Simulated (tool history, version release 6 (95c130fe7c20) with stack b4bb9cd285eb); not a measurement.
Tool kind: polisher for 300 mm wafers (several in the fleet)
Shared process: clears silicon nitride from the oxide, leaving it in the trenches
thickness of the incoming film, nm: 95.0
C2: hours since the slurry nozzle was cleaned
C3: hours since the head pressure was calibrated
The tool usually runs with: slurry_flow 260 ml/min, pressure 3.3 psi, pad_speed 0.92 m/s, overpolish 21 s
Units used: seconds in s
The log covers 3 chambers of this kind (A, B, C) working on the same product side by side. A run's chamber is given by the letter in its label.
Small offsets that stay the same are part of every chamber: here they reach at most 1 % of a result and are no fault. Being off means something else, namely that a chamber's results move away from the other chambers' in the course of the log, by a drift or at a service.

{"run": "1C", "hour": 6.5, "slurry_flow": 260, "pressure": 3.3, "pad_speed": 0.92, "overpolish": 21, "wafers polished on this pad": 607, "C2": 329.4, "C3": 467.8, "seconds": 107.66}
{"hour": 13.8, "done": "chamber B: worn pad replaced by a new one"}
{"run": "2B", "hour": 14.3, "slurry_flow": 260, "pressure": 3.3, "pad_speed": 0.92, "overpolish": 21, "wafers polished on this pad": 4, "C2": 159.7, "C3": 181.8, "seconds": 107.89}
{"run": "3A", "hour": 20.1, "slurry_flow": 260, "pressure": 3.3, "pad_speed": 0.92, "overpolish": 21, "wafers polished on this pad": 249, "C2": 106.0, "C3": 781.7, "seconds": 109.09}
{"run": "4B", "hour": 25.6, "slurry_flow": 260, "pressure": 3.3, "pad_speed": 0.92, "overpolish": 21, "wafers polished on this pad": 108, "C2": 171.0, "C3": 193.1, "seconds": 106.83}
{"hour": 30.0, "done": "chamber C: head pressure recalibrated"}
{"run": "5C", "hour": 36.0, "slurry_flow": 260, "pressure": 3.3, "pad_speed": 0.92, "overpolish": 21, "wafers polished on this pad": 878, "C2": 358.9, "C3": 6.1, "seconds": 105.31}
{"run": "6A", "hour": 45.9, "slurry_flow": 260, "pressure": 3.3, "pad_speed": 0.92, "overpolish": 21, "wafers polished on this pad": 486, "C2": 131.8, "C3": 807.5, "seconds": 105.2}
{"run": "7B", "hour": 51.3, "slurry_flow": 260, "pressure": 3.3, "pad_speed": 1.14, "overpolish": 21, "wafers polished on this pad": 344, "C2": 196.7, "C3": 218.8, "seconds": 86.421}
{"run": "8C", "hour": 60.3, "slurry_flow": 260, "pressure": 3.3, "pad_speed": 1.14, "overpolish": 21, "wafers polished on this pad": 1101, "C2": 383.2, "C3": 30.4, "seconds": 85.211}
{"run": "9A", "hour": 68.5, "slurry_flow": 260, "pressure": 3.3, "pad_speed": 1.14, "overpolish": 21, "wafers polished on this pad": 693, "C2": 154.4, "C3": 830.1, "seconds": 85.916}
{"run": "10A", "hour": 77.8, "slurry_flow": 260, "pressure": 3.3, "pad_speed": 0.92, "overpolish": 21, "wafers polished on this pad": 778, "C2": 163.7, "C3": 839.4, "seconds": 108.62}
{"run": "11C", "hour": 83.6, "slurry_flow": 260, "pressure": 4.0, "pad_speed": 0.92, "overpolish": 15, "wafers polished on this pad": 1314, "C2": 406.5, "C3": 53.7, "seconds": 88.884}
{"run": "12B", "hour": 93.5, "slurry_flow": 260, "pressure": 4.0, "pad_speed": 0.92, "overpolish": 15, "wafers polished on this pad": 731, "C2": 238.9, "C3": 261.0, "seconds": 88.812}
{"run": "13A", "hour": 98.5, "slurry_flow": 260, "pressure": 4.0, "pad_speed": 0.92, "overpolish": 15, "wafers polished on this pad": 968, "C2": 184.4, "C3": 860.1, "seconds": 89.227}
{"run": "14B", "hour": 107.3, "slurry_flow": 260, "pressure": 3.3, "pad_speed": 0.92, "overpolish": 21, "wafers polished on this pad": 857, "C2": 252.7, "C3": 274.8, "seconds": 108.5}
{"hour": 108.2, "done": "chamber C: worn pad replaced by a new one"}
{"hour": 114.5, "done": "chamber B: worn pad replaced by a new one"}
{"run": "15C", "hour": 116.9, "slurry_flow": 260, "pressure": 3.3, "pad_speed": 0.92, "overpolish": 21, "wafers polished on this pad": 80, "C2": 439.8, "C3": 87.0, "seconds": 106.43}
{"run": "16A", "hour": 124.4, "slurry_flow": 260, "pressure": 3.3, "pad_speed": 0.92, "overpolish": 11, "wafers polished on this pad": 1205, "C2": 210.3, "C3": 886.0, "seconds": 105.41}
{"run": "17C", "hour": 129.2, "slurry_flow": 260, "pressure": 3.3, "pad_speed": 0.92, "overpolish": 11, "wafers polished on this pad": 192, "C2": 452.1, "C3": 99.3, "seconds": 106.11}
{"hour": 132.8, "done": "chamber B: head pressure recalibrated"}
{"run": "18B", "hour": 136.6, "slurry_flow": 260, "pressure": 3.3, "pad_speed": 0.92, "overpolish": 11, "wafers polished on this pad": 203, "C2": 282.0, "C3": 3.8, "seconds": 124.68}
{"run": "19A", "hour": 144.5, "slurry_flow": 260, "pressure": 3.3, "pad_speed": 0.92, "overpolish": 21, "wafers polished on this pad": 1390, "C2": 230.4, "C3": 906.1, "seconds": 108.53}
{"run": "20B", "hour": 152.9, "slurry_flow": 260, "pressure": 3.8, "pad_speed": 0.92, "overpolish": 29, "wafers polished on this pad": 352, "C2": 298.3, "C3": 20.1, "seconds": 107.14}
{"run": "21C", "hour": 163.7, "slurry_flow": 260, "pressure": 3.8, "pad_speed": 0.92, "overpolish": 29, "wafers polished on this pad": 509, "C2": 486.6, "C3": 133.8, "seconds": 92.903}
{"hour": 167.9, "done": "chamber A: worn pad replaced by a new one"}
{"run": "22B", "hour": 171.5, "slurry_flow": 260, "pressure": 3.8, "pad_speed": 0.92, "overpolish": 29, "wafers polished on this pad": 523, "C2": 316.9, "C3": 38.7, "seconds": 106.3}
{"run": "23C", "hour": 178.6, "slurry_flow": 260, "pressure": 3.3, "pad_speed": 0.92, "overpolish": 21, "wafers polished on this pad": 645, "C2": 501.5, "C3": 148.7, "seconds": 108.09}
{"run": "24A", "hour": 185.1, "slurry_flow": 260, "pressure": 3.3, "pad_speed": 0.92, "overpolish": 21, "wafers polished on this pad": 158, "C2": 271.0, "C3": 946.7, "seconds": 106.14}
{"run": "25A", "hour": 192.4, "slurry_flow": 260, "pressure": 3.3, "pad_speed": 0.92, "overpolish": 21, "wafers polished on this pad": 225, "C2": 278.3, "C3": 954.0, "seconds": 108.16}
{"run": "26C", "hour": 198.7, "slurry_flow": 260, "pressure": 3.3, "pad_speed": 0.92, "overpolish": 21, "wafers polished on this pad": 830, "C2": 521.6, "C3": 168.8, "seconds": 107.6}
{"hour": 205.1, "done": "chamber B: worn pad replaced by a new one"}
{"run": "27B", "hour": 207.0, "slurry_flow": 260, "pressure": 3.3, "pad_speed": 0.92, "overpolish": 21, "wafers polished on this pad": 18, "C2": 352.4, "C3": 74.2, "seconds": 121.07}
{"run": "28A", "hour": 213.9, "slurry_flow": 325, "pressure": 3.3, "pad_speed": 0.92, "overpolish": 13, "wafers polished on this pad": 422, "C2": 299.8, "C3": 975.5, "seconds": 107.35}
{"run": "29B", "hour": 224.6, "slurry_flow": 325, "pressure": 3.3, "pad_speed": 0.92, "overpolish": 13, "wafers polished on this pad": 179, "C2": 370.0, "C3": 91.8, "seconds": 118.78}
{"run": "30C", "hour": 233.7, "slurry_flow": 325, "pressure": 3.3, "pad_speed": 0.92, "overpolish": 13, "wafers polished on this pad": 1151, "C2": 556.6, "C3": 203.8, "seconds": 105.34}
{"run": "31A", "hour": 240.3, "slurry_flow": 260, "pressure": 3.3, "pad_speed": 0.92, "overpolish": 21, "wafers polished on this pad": 664, "C2": 326.2, "C3": 1001.9, "seconds": 106.11}
{"run": "32B", "hour": 246.0, "slurry_flow": 260, "pressure": 3.3, "pad_speed": 0.92, "overpolish": 21, "wafers polished on this pad": 375, "C2": 391.4, "C3": 113.2, "seconds": 122.42}

Does one chamber stand apart from the rest, does the shared gauge drift, or is all well apart from small per-chamber offsets? Give the chamber and the most likely cause, where there is one.

A service left chamber B off against the others.
Most likely cause: head's pressure below its setpoint, % = 12.

Below are 4 candidate recipes for chamber B's next run, each the usual settings with a change, their results shown as question marks. Which of them brings B's results back in line with what the other chambers give on the usual settings?
A result is in line if it is within this distance of the other chambers' mean on the usual settings: seconds 5.000 s
{"run": "33B-1", "hour": 253.7, "slurry_flow": 265, "pressure": 3.3, "pad_speed": 1.04, "overpolish": 21, "seconds": "?"}
{"run": "33B-2", "hour": 253.7, "slurry_flow": 260, "pressure": 3.1, "pad_speed": 0.86, "overpolish": 21, "seconds": "?"}
{"run": "33B-3", "hour": 253.7, "slurry_flow": 260, "pressure": 3.2, "pad_speed": 0.9, "overpolish": 21, "seconds": "?"}
{"run": "33B-4", "hour": 253.7, "slurry_flow": 260, "pressure": 3.3, "pad_speed": 0.96, "overpolish": 21, "seconds": "?"}

The other chambers' mean on the usual settings: seconds 107.360 s
run=33B-1 seconds=109.040
run=33B-2 seconds=140.600
run=33B-3 seconds=130.160
run=33B-4 seconds=118.330
33B-1 brings the chamber back in line.
